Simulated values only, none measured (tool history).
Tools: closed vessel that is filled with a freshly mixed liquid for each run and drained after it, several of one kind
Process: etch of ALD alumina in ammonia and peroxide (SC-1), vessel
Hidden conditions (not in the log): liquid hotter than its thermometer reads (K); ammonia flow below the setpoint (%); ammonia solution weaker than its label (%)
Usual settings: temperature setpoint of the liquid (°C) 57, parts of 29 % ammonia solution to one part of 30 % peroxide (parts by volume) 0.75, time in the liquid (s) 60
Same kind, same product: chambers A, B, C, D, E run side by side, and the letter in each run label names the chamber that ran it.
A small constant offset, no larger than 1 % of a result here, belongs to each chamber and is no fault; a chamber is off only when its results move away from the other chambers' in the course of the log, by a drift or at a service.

run	day	temperature setpoint of the liquid (°C)	parts of 29 % ammonia solution to one part of 30 % peroxide (parts by volume)	time in the liquid (s)	hours since the thermometer was replaced	hours since the ammonia flow meter was replaced	hours since the drum of ammonia solution was connected	read-back film thickness of the ALD alumina reference wafer, read on the same gauge (nm)	thickness taken off the ALD alumina on a monitor wafer (Å)
1A	0.212	57	0.75	60	419.2	520.4	337.1	30.042	87.231
2E	0.454	57	0.75	60	1246.4	425	70.5	29.991	87.569
3C	0.638	57	0.75	60	179.7	527	262.8	29.957	87.22
4B	0.762	57	0.75	60	432.4	1035.2	710.3	29.983	88.24
5D	1.021	57	0.75	60	462.8	89.4	118.4	30.017	86.655
6E	1.15	57	0.75	60	1263.1	441.7	87.2	30.007	86.625
7D	1.267	57	0.75	60	468.7	95.3	124.3	30.014	87.742
# day 1.342: chamber C: new drum of ammonia solution connected
8B	1.396	51	0.75	60	447.6	1050.4	725.5	30.026	63.462
9C	1.65	51	0.75	60	204	551.3	7.4	29.977	63.193
10A	1.771	51	0.75	60	456.6	557.8	374.5	29.973	62.772
11C	1.9	51	0.75	60	210	557.3	13.4	30.056	62.461
12E	2.133	51	0.75	60	1286.7	465.3	110.8	30.015	62.391
13D	2.296	57	0.75	60	493.4	120	149	29.999	88.811
14A	2.508	57	0.75	60	474.3	575.5	392.2	29.961	87.818
15B	2.733	57	0.75	60	479.7	1082.5	757.6	30.014	86.789
16B	2.996	57	0.75	60	486	1088.8	763.9	29.997	87.491
17E	3.125	65.5	0.75	90	1310.5	489.1	134.6	29.973	201.19
18C	3.321	65.5	0.75	90	244.1	591.4	47.5	30.046	202.48
19A	3.567	65.5	0.75	90	499.7	600.9	417.6	30.033	201.52
20D	3.692	65.5	0.75	90	526.9	153.5	182.5	29.991	216.53
21E	3.9	65.5	0.75	90	1329.1	507.7	153.2	29.996	200.72
22D	4.092	57	0.75	30	536.5	163.1	192.1	30.011	46.467
23A	4.271	57	0.75	30	516.6	617.8	434.5	30.014	43.725
24B	4.517	57	0.75	30	522.5	1125.3	800.4	29.949	43.976
25C	4.675	57	0.75	30	276.6	623.9	80	29.988	43.358
26A	4.888	57	0.75	30	531.4	632.6	449.3	30.014	43.356
# day 4.904: chamber A: ammonia flow meter replaced
27D	5.054	57	0.75	60	559.6	186.2	215.2	29.996	95.062
28C	5.288	57	0.75	60	291.3	638.6	94.7	29.97	86.614
29B	5.438	57	0.55	90	544.6	1147.4	822.5	30	128.52
30E	5.612	57	0.55	90	1370.2	548.8	194.3	30.033	126.8
31D	5.858	57	0.55	90	578.9	205.5	234.5	30.029	140.06
32A	6.046	57	0.55	90	559.2	27.4	477.1	30.047	125.76
33B	6.196	57	0.55	90	562.8	1165.6	840.7	30.018	127.35
34E	6.4	57	0.75	60	1389.1	567.7	213.2	29.977	86.777

All 5 chambers run these settings next. Forecast each chamber's results:
35A	6.592	57	0.55	60					?
35B	6.592	57	0.55	60					?
35C	6.592	57	0.55	60					?
35D	6.592	57	0.55	60					?
35E	6.592	57	0.55	60					?

run	thickness taken off the ALD alumina on a monitor wafer (Å)
35A	83.17
35B	85.29
35C	83.911
35D	95.104
35E	83.725
